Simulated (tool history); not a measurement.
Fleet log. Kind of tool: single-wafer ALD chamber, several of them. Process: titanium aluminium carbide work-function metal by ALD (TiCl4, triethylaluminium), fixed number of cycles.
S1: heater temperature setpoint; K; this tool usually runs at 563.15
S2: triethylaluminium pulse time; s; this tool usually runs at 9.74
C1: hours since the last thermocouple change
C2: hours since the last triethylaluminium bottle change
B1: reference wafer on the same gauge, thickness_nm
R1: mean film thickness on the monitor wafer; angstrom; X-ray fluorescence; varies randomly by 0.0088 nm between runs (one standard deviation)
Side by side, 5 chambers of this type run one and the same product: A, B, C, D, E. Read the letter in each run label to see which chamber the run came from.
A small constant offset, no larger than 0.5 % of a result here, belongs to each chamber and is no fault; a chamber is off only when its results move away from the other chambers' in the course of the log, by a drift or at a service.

Run 1D, hour 3.8: usual settings; C1 1027.4; C2 551.8; B1 1.8197. Result: R1 19.178 angstrom.
Run 2A, hour 9.8: usual settings; C1 1333.2; C2 414.7; B1 1.8204. Result: R1 18.967 angstrom.
Run 3B, hour 13.4: usual settings; C1 599.4; C2 1121.4; B1 1.8217. Result: R1 18.943 angstrom.
Run 4C, hour 16.7: usual settings; C1 1940.1; C2 20.7; B1 1.8182. Result: R1 19.156 angstrom.
Run 5E, hour 22.2: usual settings; C1 687.0; C2 377.5; B1 1.8210. Result: R1 19.078 angstrom.
Run 6E, hour 25.1: usual settings; C1 689.9; C2 380.4; B1 1.8210. Result: R1 19.021 angstrom.
Run 7B, hour 31.2: usual settings; C1 617.2; C2 1139.2; B1 1.8197. Result: R1 18.973 angstrom.
Run 8D, hour 35.5: usual settings; C1 1059.1; C2 583.5; B1 1.8193. Result: R1 19.003 angstrom.
Run 9C, hour 39.8: usual settings; C1 1963.2; C2 43.8; B1 1.8190. Result: R1 18.979 angstrom.
Run 10A, hour 42.8: usual settings; C1 1366.2; C2 447.7; B1 1.8196. Result: R1 18.879 angstrom.
Run 11E, hour 45.8: usual settings; C1 710.6; C2 401.1; B1 1.8196. Result: R1 18.895 angstrom.
Run 12A, hour 51.5: usual settings; C1 1374.9; C2 456.4; B1 1.8220. Result: R1 18.959 angstrom.
Run 13C, hour 57.6: usual settings; C1 1981.0; C2 61.6; B1 1.8197. Result: R1 19.031 angstrom.
At hour 59.5: chamber B: triethylaluminium bottle replaced.
Run 14D, hour 60.8: usual settings; C1 1084.4; C2 608.8; B1 1.8204. Result: R1 19.148 angstrom.
Run 15B, hour 63.5: usual settings; C1 649.5; C2 4.1; B1 1.8211. Result: R1 19.171 angstrom.
Run 16C, hour 67.6: usual settings; C1 1991.0; C2 71.6; B1 1.8219. Result: R1 19.089 angstrom.
Run 17B, hour 70.3: usual settings; C1 656.3; C2 10.9; B1 1.8216. Result: R1 19.013 angstrom.
Run 18D, hour 76.4: usual settings but S1 558.15 K; C1 1100.0; C2 624.4; B1 1.8180. Result: R1 18.717 angstrom.
Run 19E, hour 82.4: usual settings but S1 558.15 K; C1 747.2; C2 437.7; B1 1.8189. Result: R1 18.512 angstrom.
Run 20A, hour 85.8: usual settings but S1 558.15 K; C1 1409.2; C2 490.7; B1 1.8221. Result: R1 18.551 angstrom.
Run 21C, hour 90.0: usual settings but S1 558.15 K; C1 2013.4; C2 94.0; B1 1.8208. Result: R1 18.363 angstrom.
Run 22B, hour 92.9: usual settings but S1 558.15 K; C1 678.9; C2 33.5; B1 1.8205. Result: R1 18.582 angstrom.
Run 23D, hour 95.6: usual settings; C1 1119.2; C2 643.6; B1 1.8212. Result: R1 19.195 angstrom.
Run 24E, hour 99.9: usual settings but S1 573.15 K, S2 8.27 s; C1 764.7; C2 455.2; B1 1.8199. Result: R1 19.344 angstrom.
Run 25A, hour 102.9: usual settings but S1 573.15 K, S2 8.27 s; C1 1426.3; C2 507.8; B1 1.8185. Result: R1 19.173 angstrom.
Run 26E, hour 106.8: usual settings but S1 573.15 K, S2 8.27 s; C1 771.6; C2 462.1; B1 1.8200. Result: R1 19.607 angstrom.
Run 27A, hour 112.4: usual settings but S1 573.15 K, S2 8.27 s; C1 1435.8; C2 517.3; B1 1.8198. Result: R1 19.402 angstrom.
Run 28D, hour 117.6: usual settings but S1 573.15 K, S2 8.27 s; C1 1141.2; C2 665.6; B1 1.8225. Result: R1 19.460 angstrom.
Run 29B, hour 121.5: usual settings but S1 574.15 K, S2 13.28 s; C1 707.5; C2 62.1; B1 1.8190. Result: R1 20.229 angstrom.
Run 30C, hour 126.0: usual settings but S1 574.15 K, S2 13.28 s; C1 2049.4; C2 130.0; B1 1.8196. Result: R1 20.608 angstrom.
Run 31E, hour 131.9: usual settings but S1 574.15 K, S2 13.28 s; C1 796.7; C2 487.2; B1 1.8197. Result: R1 20.483 angstrom.
Run 32A, hour 135.1: usual settings but S1 574.15 K, S2 13.28 s; C1 1458.5; C2 540.0; B1 1.8194. Result: R1 20.438 angstrom.
Run 33B, hour 138.8: usual settings but S1 574.15 K, S2 13.28 s; C1 724.8; C2 79.4; B1 1.8203. Result: R1 20.255 angstrom.
Run 34C, hour 143.2: usual settings; C1 2066.6; C2 147.2; B1 1.8205. Result: R1 19.079 angstrom.
Run 35D, hour 149.4: usual settings; C1 1173.0; C2 697.4; B1 1.8194. Result: R1 19.016 angstrom.
Run 36D, hour 155.3: usual settings; C1 1178.9; C2 703.3; B1 1.8219. Result: R1 19.260 angstrom.
Run 37E, hour 159.5: usual settings; C1 824.3; C2 514.8; B1 1.8203. Result: R1 18.830 angstrom.
At hour 162.6: chamber C: thermocouple changed; heater temperature recalibrated.
Run 38A, hour 163.1: usual settings; C1 1486.5; C2 568.0; B1 1.8204. Result: R1 18.827 angstrom.
Run 39C, hour 167.5: usual settings; C1 5.0; C2 171.5; B1 1.8200. Result: R1 18.918 angstrom.

All chambers now run identical settings, listed one chamber a line with results as question marks. What results will each chamber show?
Run 40A, hour 172.0: usual settings. Result: R1 ?.
Run 40B, hour 172.0: usual settings. Result: R1 ?.
Run 40C, hour 172.0: usual settings. Result: R1 ?.
Run 40D, hour 172.0: usual settings. Result: R1 ?.
Run 40E, hour 172.0: usual settings. Result: R1 ?.

run      R1
40A  19.026
40B  18.555
40C  18.953
40D  19.092
40E  19.027
